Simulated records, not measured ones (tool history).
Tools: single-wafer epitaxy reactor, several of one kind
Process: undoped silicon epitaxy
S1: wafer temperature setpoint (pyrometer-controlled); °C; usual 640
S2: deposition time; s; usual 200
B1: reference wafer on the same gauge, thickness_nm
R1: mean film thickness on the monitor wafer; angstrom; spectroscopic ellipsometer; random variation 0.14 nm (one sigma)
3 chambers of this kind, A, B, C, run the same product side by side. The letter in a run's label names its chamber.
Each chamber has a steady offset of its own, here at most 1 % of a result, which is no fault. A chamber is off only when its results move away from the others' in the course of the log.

{"run": "1C", "day": 0.379, "S1": 640, "S2": 200, "B1": 22.327, "R1": 267.23}
{"run": "2A", "day": 0.704, "S1": 640, "S2": 200, "B1": 22.329, "R1": 269.92}
{"run": "3B", "day": 1.188, "S1": 640, "S2": 200, "B1": 22.296, "R1": 269.88}
{"run": "4C", "day": 1.412, "S1": 640, "S2": 200, "B1": 22.294, "R1": 268.96}
{"run": "5B", "day": 1.642, "S1": 640, "S2": 200, "B1": 22.33, "R1": 273.18}
{"run": "6A", "day": 2.112, "S1": 640, "S2": 200, "B1": 22.285, "R1": 268.71}
{"run": "7B", "day": 2.6, "S1": 640, "S2": 200, "B1": 22.299, "R1": 270.84}
{"day": 2.912, "done": "chamber A: pyrometer calibrated"}
{"run": "8A", "day": 3.008, "S1": 640, "S2": 200, "B1": 22.303, "R1": 269.8}
{"run": "9C", "day": 3.354, "S1": 640, "S2": 200, "B1": 22.295, "R1": 266.02}
{"run": "10B", "day": 3.683, "S1": 640, "S2": 200, "B1": 22.291, "R1": 270.65}
{"run": "11C", "day": 3.938, "S1": 640, "S2": 200, "B1": 22.312, "R1": 268.04}
{"run": "12A", "day": 4.442, "S1": 640, "S2": 200, "B1": 22.307, "R1": 268.26}
{"run": "13C", "day": 4.738, "S1": 640, "S2": 200, "B1": 22.274, "R1": 266.73}
{"run": "14A", "day": 5.175, "S1": 640, "S2": 200, "B1": 22.311, "R1": 268.55}
{"run": "15B", "day": 5.612, "S1": 640, "S2": 200, "B1": 22.292, "R1": 270.27}
{"run": "16B", "day": 6.129, "S1": 631, "S2": 228, "B1": 22.284, "R1": 251.45}
{"run": "17A", "day": 6.558, "S1": 631, "S2": 228, "B1": 22.285, "R1": 251.03}
{"run": "18C", "day": 6.979, "S1": 631, "S2": 228, "B1": 22.289, "R1": 245.25}
{"run": "19B", "day": 7.379, "S1": 640, "S2": 200, "B1": 22.307, "R1": 270.16}
{"run": "20C", "day": 7.717, "S1": 640, "S2": 200, "B1": 22.322, "R1": 259.43}
{"run": "21A", "day": 7.983, "S1": 640, "S2": 200, "B1": 22.292, "R1": 269.93}
{"run": "22C", "day": 8.358, "S1": 652, "S2": 176, "B1": 22.301, "R1": 301.01}
{"run": "23B", "day": 8.758, "S1": 652, "S2": 176, "B1": 22.322, "R1": 308.83}
{"run": "24A", "day": 9.138, "S1": 652, "S2": 176, "B1": 22.31, "R1": 310.9}
{"run": "25A", "day": 9.504, "S1": 640, "S2": 200, "B1": 22.308, "R1": 270.2}
{"run": "26C", "day": 9.838, "S1": 640, "S2": 200, "B1": 22.296, "R1": 258.7}
{"run": "27B", "day": 10.346, "S1": 640, "S2": 200, "B1": 22.313, "R1": 275.14}
{"run": "28A", "day": 10.804, "S1": 640, "S2": 200, "B1": 22.303, "R1": 268.96}
{"run": "29C", "day": 11.121, "S1": 640, "S2": 200, "B1": 22.276, "R1": 255.69}
{"run": "30B", "day": 11.433, "S1": 640, "S2": 200, "B1": 22.294, "R1": 268.54}
{"run": "31A", "day": 11.708, "S1": 640, "S2": 200, "B1": 22.318, "R1": 266.61}
{"run": "32B", "day": 12.142, "S1": 640, "S2": 200, "B1": 22.294, "R1": 271.53}
{"run": "33C", "day": 12.412, "S1": 640, "S2": 236, "B1": 22.299, "R1": 304.05}
{"run": "34C", "day": 12.758, "S1": 640, "S2": 236, "B1": 22.287, "R1": 301.33}
{"run": "35A", "day": 13.238, "S1": 640, "S2": 236, "B1": 22.298, "R1": 317.14}
{"run": "36B", "day": 13.725, "S1": 640, "S2": 200, "B1": 22.273, "R1": 271.4}
{"run": "37B", "day": 14.229, "S1": 640, "S2": 200, "B1": 22.306, "R1": 270.79}
{"run": "38C", "day": 14.638, "S1": 647, "S2": 224, "B1": 22.304, "R1": 329.29}
{"run": "39A", "day": 14.946, "S1": 647, "S2": 224, "B1": 22.315, "R1": 354.82}

All 3 chambers run these settings next. Forecast each chamber's results:
{"run": "40A", "day": 15.317, "S1": 640, "S2": 200, "R1": "?"}
{"run": "40B", "day": 15.317, "S1": 640, "S2": 200, "R1": "?"}
{"run": "40C", "day": 15.317, "S1": 640, "S2": 200, "R1": "?"}

run=40A R1=267.15
run=40B R1=271.25
run=40C R1=251.04
